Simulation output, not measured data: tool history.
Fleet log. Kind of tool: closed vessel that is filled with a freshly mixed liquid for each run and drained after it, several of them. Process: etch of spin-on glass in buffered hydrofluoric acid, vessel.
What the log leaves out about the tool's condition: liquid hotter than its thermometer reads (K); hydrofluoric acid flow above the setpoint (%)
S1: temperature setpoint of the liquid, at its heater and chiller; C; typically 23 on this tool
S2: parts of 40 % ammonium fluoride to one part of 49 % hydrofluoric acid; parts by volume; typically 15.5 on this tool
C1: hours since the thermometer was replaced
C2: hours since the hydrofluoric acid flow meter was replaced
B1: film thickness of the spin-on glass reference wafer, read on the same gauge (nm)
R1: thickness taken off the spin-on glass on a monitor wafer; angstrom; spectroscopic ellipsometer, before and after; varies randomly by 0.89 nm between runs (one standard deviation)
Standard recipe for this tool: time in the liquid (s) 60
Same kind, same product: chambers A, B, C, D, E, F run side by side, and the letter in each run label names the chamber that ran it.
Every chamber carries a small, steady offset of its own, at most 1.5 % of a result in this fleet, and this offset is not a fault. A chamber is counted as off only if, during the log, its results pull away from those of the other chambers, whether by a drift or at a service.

run 1C hour=7.6 | S1=23 S2=15.5 time_in_the_liquid_(s)=60 | C1=1417.8 C2=616.1 | B1=140 | R1=1565.8
run 2A hour=22.1 | S1=23 S2=15.5 time_in_the_liquid_(s)=60 | C1=1057.7 C2=74.8 | B1=140 | R1=1566
run 3E hour=35.2 | S1=23 S2=15.5 time_in_the_liquid_(s)=60 | C1=2221 C2=272.5 | B1=140.01 | R1=1562.2
run 4D hour=47 | S1=23 S2=15.5 time_in_the_liquid_(s)=60 | C1=1186.4 C2=910.4 | B1=139.99 | R1=1552.2
-- hour=48.4 chamber D: thermometer replaced
run 5F hour=61.5 | S1=23 S2=15.5 time_in_the_liquid_(s)=60 | C1=924.1 C2=1112.5 | B1=140 | R1=1538.6
run 6B hour=76.9 | S1=23 S2=15.5 time_in_the_liquid_(s)=60 | C1=1265.7 C2=104.1 | B1=139.99 | R1=1540.8
run 7F hour=85.8 | S1=23 S2=20 time_in_the_liquid_(s)=75 | C1=948.4 C2=1136.8 | B1=140.01 | R1=1521.5
-- hour=98.6 chamber E: thermometer replaced
run 8D hour=100.5 | S1=23 S2=20 time_in_the_liquid_(s)=75 | C1=52.2 C2=963.9 | B1=140 | R1=1513.1
run 9B hour=113.7 | S1=23 S2=20 time_in_the_liquid_(s)=75 | C1=1302.5 C2=140.9 | B1=140.01 | R1=1495
run 10A hour=123 | S1=23 S2=20 time_in_the_liquid_(s)=75 | C1=1158.6 C2=175.7 | B1=140.01 | R1=1529.3
run 11E hour=131.5 | S1=23 S2=20 time_in_the_liquid_(s)=75 | C1=32.9 C2=368.8 | B1=139.99 | R1=1526.7
run 12C hour=146.7 | S1=23 S2=20 time_in_the_liquid_(s)=75 | C1=1556.9 C2=755.2 | B1=140 | R1=1510.6
run 13D hour=156.8 | S1=23 S2=15.5 time_in_the_liquid_(s)=60 | C1=108.5 C2=1020.2 | B1=140.02 | R1=1568.1
run 14F hour=169.1 | S1=23 S2=15.5 time_in_the_liquid_(s)=60 | C1=1031.7 C2=1220.1 | B1=140.01 | R1=1543.2
run 15A hour=183.1 | S1=23 S2=15.5 time_in_the_liquid_(s)=60 | C1=1218.7 C2=235.8 | B1=140.01 | R1=1577.3
-- hour=198.7 chamber D: hydrofluoric acid flow meter replaced
run 16C hour=199.1 | S1=23 S2=9.5 time_in_the_liquid_(s)=75 | C1=1609.3 C2=807.6 | B1=139.99 | R1=3124
run 17B hour=210.4 | S1=23 S2=9.5 time_in_the_liquid_(s)=75 | C1=1399.2 C2=237.6 | B1=140 | R1=3079.1
run 18E hour=221 | S1=23 S2=9.5 time_in_the_liquid_(s)=75 | C1=122.4 C2=458.3 | B1=140.01 | R1=3120.4
-- hour=221.1 chamber F: hydrofluoric acid flow meter replaced
run 19E hour=228.6 | S1=23 S2=9.5 time_in_the_liquid_(s)=75 | C1=130 C2=465.9 | B1=139.99 | R1=3122.4
run 20A hour=240.5 | S1=23 S2=9.5 time_in_the_liquid_(s)=75 | C1=1276.1 C2=293.2 | B1=139.99 | R1=3092.9
run 21B hour=252.1 | S1=23 S2=9.5 time_in_the_liquid_(s)=75 | C1=1440.9 C2=279.3 | B1=140.01 | R1=3091.6
run 22F hour=261.9 | S1=23 S2=15.5 time_in_the_liquid_(s)=60 | C1=1124.5 C2=40.9 | B1=140 | R1=1535.8
run 23C hour=278 | S1=23 S2=15.5 time_in_the_liquid_(s)=60 | C1=1688.2 C2=886.5 | B1=140.01 | R1=1549.3
run 24D hour=290 | S1=23 S2=15.5 time_in_the_liquid_(s)=60 | C1=241.7 C2=91.4 | B1=140.01 | R1=1553.9
run 25C hour=299.3 | S1=23 S2=15.5 time_in_the_liquid_(s)=60 | C1=1709.5 C2=907.8 | B1=140 | R1=1558.2
run 26F hour=314.7 | S1=23 S2=15.5 time_in_the_liquid_(s)=60 | C1=1177.3 C2=93.7 | B1=139.99 | R1=1532.9
run 27E hour=322.2 | S1=23 S2=15.5 time_in_the_liquid_(s)=60 | C1=223.6 C2=559.5 | B1=140.01 | R1=1551.4
run 28D hour=338.3 | S1=23 S2=15.5 time_in_the_liquid_(s)=60 | C1=290 C2=139.7 | B1=140 | R1=1553.9
run 29A hour=354.3 | S1=23 S2=15.5 time_in_the_liquid_(s)=60 | C1=1389.9 C2=407 | B1=139.98 | R1=1552
run 30B hour=361.9 | S1=23 S2=15.5 time_in_the_liquid_(s)=60 | C1=1550.7 C2=389.1 | B1=140.01 | R1=1588.1
run 31F hour=371.2 | S1=23 S2=15.5 time_in_the_liquid_(s)=60 | C1=1233.8 C2=150.2 | B1=140.01 | R1=1527.6
run 32E hour=386 | S1=23 S2=15.5 time_in_the_liquid_(s)=60 | C1=287.4 C2=623.3 | B1=140.01 | R1=1556.7
run 33B hour=400.1 | S1=23 S2=15.5 time_in_the_liquid_(s)=60 | C1=1588.9 C2=427.3 | B1=140.01 | R1=1593.2
run 34A hour=413.5 | S1=23 S2=15.5 time_in_the_liquid_(s)=60 | C1=1449.1 C2=466.2 | B1=140.01 | R1=1565.1
run 35C hour=423.6 | S1=23 S2=15.5 time_in_the_liquid_(s)=60 | C1=1833.8 C2=1032.1 | B1=139.99 | R1=1551.5
run 36D hour=431.6 | S1=23 S2=15.5 time_in_the_liquid_(s)=60 | C1=383.3 C2=233 | B1=140.01 | R1=1546.8
run 37C hour=440 | S1=23 S2=15.5 time_in_the_liquid_(s)=60 | C1=1850.2 C2=1048.5 | B1=140 | R1=1547
run 38A hour=450 | S1=23 S2=15.5 time_in_the_liquid_(s)=60 | C1=1485.6 C2=502.7 | B1=139.99 | R1=1552
run 39B hour=461.1 | S1=23 S2=15.5 time_in_the_liquid_(s)=60 | C1=1649.9 C2=488.3 | B1=140 | R1=1596
run 40F hour=477.1 | S1=23 S2=15.5 time_in_the_liquid_(s)=60 | C1=1339.7 C2=256.1 | B1=139.99 | R1=1547.1
run 41E hour=489.2 | S1=23 S2=15.5 time_in_the_liquid_(s)=60 | C1=390.6 C2=726.5 | B1=139.98 | R1=1555.9
run 42D hour=500.3 | S1=23 S2=15.5 time_in_the_liquid_(s)=60 | C1=452 C2=301.7 | B1=140 | R1=1557.6
run 43B hour=508.3 | S1=23 S2=15.5 time_in_the_liquid_(s)=60 | C1=1697.1 C2=535.5 | B1=139.98 | R1=1610.2

Next, all 6 chambers run the settings below, one line each with question marks for the results. What does each chamber give?
run 44A hour=519.9 | S1=23 S2=15.5 time_in_the_liquid_(s)=60 | R1=?
run 44B hour=519.9 | S1=23 S2=15.5 time_in_the_liquid_(s)=60 | R1=?
run 44C hour=519.9 | S1=23 S2=15.5 time_in_the_liquid_(s)=60 | R1=?
run 44D hour=519.9 | S1=23 S2=15.5 time_in_the_liquid_(s)=60 | R1=?
run 44E hour=519.9 | S1=23 S2=15.5 time_in_the_liquid_(s)=60 | R1=?
run 44F hour=519.9 | S1=23 S2=15.5 time_in_the_liquid_(s)=60 | R1=?

run=44A R1=1569.7
run=44B R1=1620.3
run=44C R1=1561
run=44D R1=1564.5
run=44E R1=1562.1
run=44F R1=1535.2
